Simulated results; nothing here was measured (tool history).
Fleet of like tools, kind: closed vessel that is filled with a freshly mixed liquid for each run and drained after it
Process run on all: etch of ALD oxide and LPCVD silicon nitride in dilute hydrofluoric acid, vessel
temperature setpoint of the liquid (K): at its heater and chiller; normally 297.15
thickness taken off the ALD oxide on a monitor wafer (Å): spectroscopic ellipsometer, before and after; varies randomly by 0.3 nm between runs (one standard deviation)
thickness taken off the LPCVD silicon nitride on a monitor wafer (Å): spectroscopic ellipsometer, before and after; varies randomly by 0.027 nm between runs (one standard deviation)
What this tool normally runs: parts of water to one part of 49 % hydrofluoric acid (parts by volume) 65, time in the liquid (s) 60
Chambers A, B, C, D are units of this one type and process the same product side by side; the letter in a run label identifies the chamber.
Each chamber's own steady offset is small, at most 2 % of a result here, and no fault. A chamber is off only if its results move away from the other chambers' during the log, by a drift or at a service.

run   hour  temperature setpoint of the liquid (K)  parts of water to one part of 49 % hydrofluoric acid (parts by volume)  time in the liquid (s)  hours since the thermometer was replaced  hours since the hydrofluoric acid flow meter was replaced  read-back film thickness of the ALD oxide reference wafer, read on the same gauge (nm)  read-back film thickness of the LPCVD silicon nitride reference wafer, read on the same gauge (nm)  thickness taken off the ALD oxide on a monitor wafer (Å)  thickness taken off the LPCVD silicon nitride on a monitor wafer (Å)
 1D   11.0                                  297.15                                                                      65                      60                                     624.8                                                      242.4                                                                                  70.000                                                                                              90.013                                                    304.10                                                                3.9466
 2B   18.4                                  297.15                                                                      65                      60                                      74.6                                                      674.9                                                                                  69.994                                                                                              90.016                                                    310.19                                                                3.4592
 3A   25.8                                  297.15                                                                      65                      60                                     418.3                                                      755.1                                                                                  70.017                                                                                              89.983                                                    311.64                                                                3.6221
 4C   40.2                                  297.15                                                                      65                      60                                     182.4                                                      295.9                                                                                  70.006                                                                                              89.999                                                    306.06                                                                3.5526
 5C   52.8                                  297.15                                                                      65                      60                                     195.0                                                      308.5                                                                                  70.016                                                                                              90.015                                                    305.29                                                                3.8038
 6B   60.3                                  297.15                                                                      65                      60                                     116.5                                                      716.8                                                                                  69.991                                                                                              89.991                                                    304.83                                                                3.2390
 7D   72.0                                  297.15                                                                      50                      90                                     685.8                                                      303.4                                                                                  69.988                                                                                              90.006                                                    618.03                                                                7.4870
 8A   82.8                                  297.15                                                                      50                      90                                     475.3                                                      812.1                                                                                  69.982                                                                                              89.998                                                    622.32                                                                7.3436
 9D   92.4                                  297.15                                                                      50                      90                                     706.2                                                      323.8                                                                                  69.987                                                                                              89.991                                                    624.39                                                                7.1784
10C  102.0                                  297.15                                                                      50                      90                                     244.2                                                      357.7                                                                                  70.002                                                                                              90.003                                                    621.47                                                                6.9850
11B  118.1                                  297.15                                                                      65                      60                                     174.3                                                      774.6                                                                                  69.989                                                                                              90.002                                                    309.44                                                                3.3743
12A  133.9                                  297.15                                                                      65                      60                                     526.4                                                      863.2                                                                                  69.972                                                                                              89.992                                                    311.29                                                                4.2161
13B  144.6                                  297.15                                                                      65                      60                                     200.8                                                      801.1                                                                                  69.961                                                                                              89.995                                                    307.82                                                                3.9225
14C  159.3                                  297.15                                                                      65                      60                                     301.5                                                      415.0                                                                                  69.995                                                                                              90.007                                                    308.54                                                                3.9444
15D  166.9                                  299.15                                                                      85                      60                                     780.7                                                      398.3                                                                                  70.009                                                                                              89.978                                                    248.51                                                                3.3649
16A  181.4                                  299.15                                                                      85                      60                                     573.9                                                      910.7                                                                                  69.986                                                                                              90.000                                                    255.30                                                                3.6035
17C  190.5                                  299.15                                                                      85                      60                                     332.7                                                      446.2                                                                                  69.989                                                                                              90.003                                                    248.69                                                                3.4827
18A  200.6                                  299.15                                                                      85                      60                                     593.1                                                      929.9                                                                                  69.999                                                                                              89.987                                                    255.02                                                                3.4291
19B  207.6                                  297.15                                                                      65                      60                                     263.8                                                      864.1                                                                                  70.026                                                                                              89.987                                                    309.93                                                                3.8341
20D  221.6                                  297.15                                                                      65                      60                                     835.4                                                      453.0                                                                                  69.999                                                                                              90.003                                                    307.03                                                                3.3070
     227.0  -- chamber D: thermometer replaced
21C  228.8                                  297.15                                                                      65                      60                                     371.0                                                      484.5                                                                                  69.980                                                                                              89.996                                                    310.46                                                                3.9677
22D  243.1                                  297.15                                                                      65                      60                                      16.2                                                      474.5                                                                                  70.020                                                                                              89.982                                                    308.31                                                                3.5598
23A  255.1                                  297.15                                                                      65                      60                                     647.6                                                      984.4                                                                                  69.990                                                                                              90.000                                                    316.67                                                                3.9193
24B  262.3                                  297.15                                                                      65                      60                                     318.5                                                      918.8                                                                                  70.000                                                                                              90.009                                                    315.02                                                                3.5074
25C  271.4                                  297.15                                                                      65                      60                                     413.6                                                      527.1                                                                                  69.985                                                                                              89.995                                                    307.67                                                                3.9030
26A  280.8                                  297.15                                                                      65                      60                                     673.3                                                     1010.1                                                                                  69.997                                                                                              89.988                                                    312.02                                                                4.1351
27D  289.9                                  299.15                                                                      80                      60                                      63.0                                                      521.3                                                                                  70.008                                                                                              90.007                                                    266.94                                                                3.3825
28B  305.6                                  299.15                                                                      80                      60                                     361.8                                                      962.1                                                                                  70.007                                                                                              89.984                                                    268.90                                                                4.0205
29C  317.9                                  299.15                                                                      80                      60                                     460.1                                                      573.6                                                                                  70.004                                                                                              89.989                                                    269.91                                                                3.4732
30A  331.0                                  299.15                                                                      80                      60                                     723.5                                                     1060.3                                                                                  70.026                                                                                              89.990                                                    270.71                                                                3.5628
31B  342.4                                  297.15                                                                      65                      60                                     398.6                                                      998.9                                                                                  69.990                                                                                              90.002                                                    308.85                                                                3.8853
32D  354.2                                  297.15                                                                      65                      60                                     127.3                                                      585.6                                                                                  69.988                                                                                              89.995                                                    307.70                                                                3.8344
33B  369.8                                  297.15                                                                      65                      60                                     426.0                                                     1026.3                                                                                  69.962                                                                                              90.004                                                    305.21                                                                3.6183
34C  381.2                                  297.15                                                                      65                      60                                     523.4                                                      636.9                                                                                  69.993                                                                                              90.012                                                    312.85                                                                3.9243
35A  393.4                                  297.15                                                                      65                      60                                     785.9                                                     1122.7                                                                                  70.014                                                                                              89.991                                                    312.51                                                                3.4759
36D  403.7                                  297.15                                                                      65                      60                                     176.8                                                      635.1                                                                                  69.998                                                                                              90.002                                                    306.22                                                                3.8512
     408.9  -- chamber A: hydrofluoric acid flow meter replaced
37A  416.3                                  297.15                                                                      65                      60                                     808.8                                                        7.4                                                                                  70.022                                                                                              90.008                                                    318.39                                                                4.2746
38D  428.6                                  297.15                                                                      65                      60                                     201.7                                                      660.0                                                                                  70.005                                                                                              89.991                                                    303.77                                                                3.2457
     435.7  -- chamber C: hydrofluoric acid flow meter replaced
39C  438.5                                  297.15                                                                      65                      60                                     580.7                                                        2.9                                                                                  70.001                                                                                              90.005                                                    312.34                                                                3.4381
40B  450.3                                  297.15                                                                      65                      60                                     506.5                                                     1106.8                                                                                  70.006                                                                                              90.000                                                    304.68                                                                3.3488
41D  460.9                                  297.15                                                                      65                      60                                     234.0                                                      692.3                                                                                  69.999                                                                                              89.986                                                    313.51                                                                3.9000
42B  473.2                                  297.15                                                                      65                      60                                     529.4                                                     1129.7                                                                                  70.034                                                                                              90.004                                                    314.19                                                                4.0339

Each of the 4 chambers runs these same settings next. Fill in every chamber's results:
43A  484.9                                  297.15                                                                      65                      90                                                                                                                                                                                                                                                                                                                                                          ?                                                                     ?
43B  484.9                                  297.15                                                                      65                      90                                                                                                                                                                                                                                                                                                                                                          ?                                                                     ?
43C  484.9                                  297.15                                                                      65                      90                                                                                                                                                                                                                                                                                                                                                          ?                                                                     ?
43D  484.9                                  297.15                                                                      65                      90                                                                                                                                                                                                                                                                                                                                                          ?                                                                     ?

run  thickness taken off the ALD oxide on a monitor wafer (Å)  thickness taken off the LPCVD silicon nitride on a monitor wafer (Å)
43A                                                    464.02                                                                5.5389
43B                                                    467.56                                                                5.7406
43C                                                    468.05                                                                5.6682
43D                                                    462.69                                                                5.3325
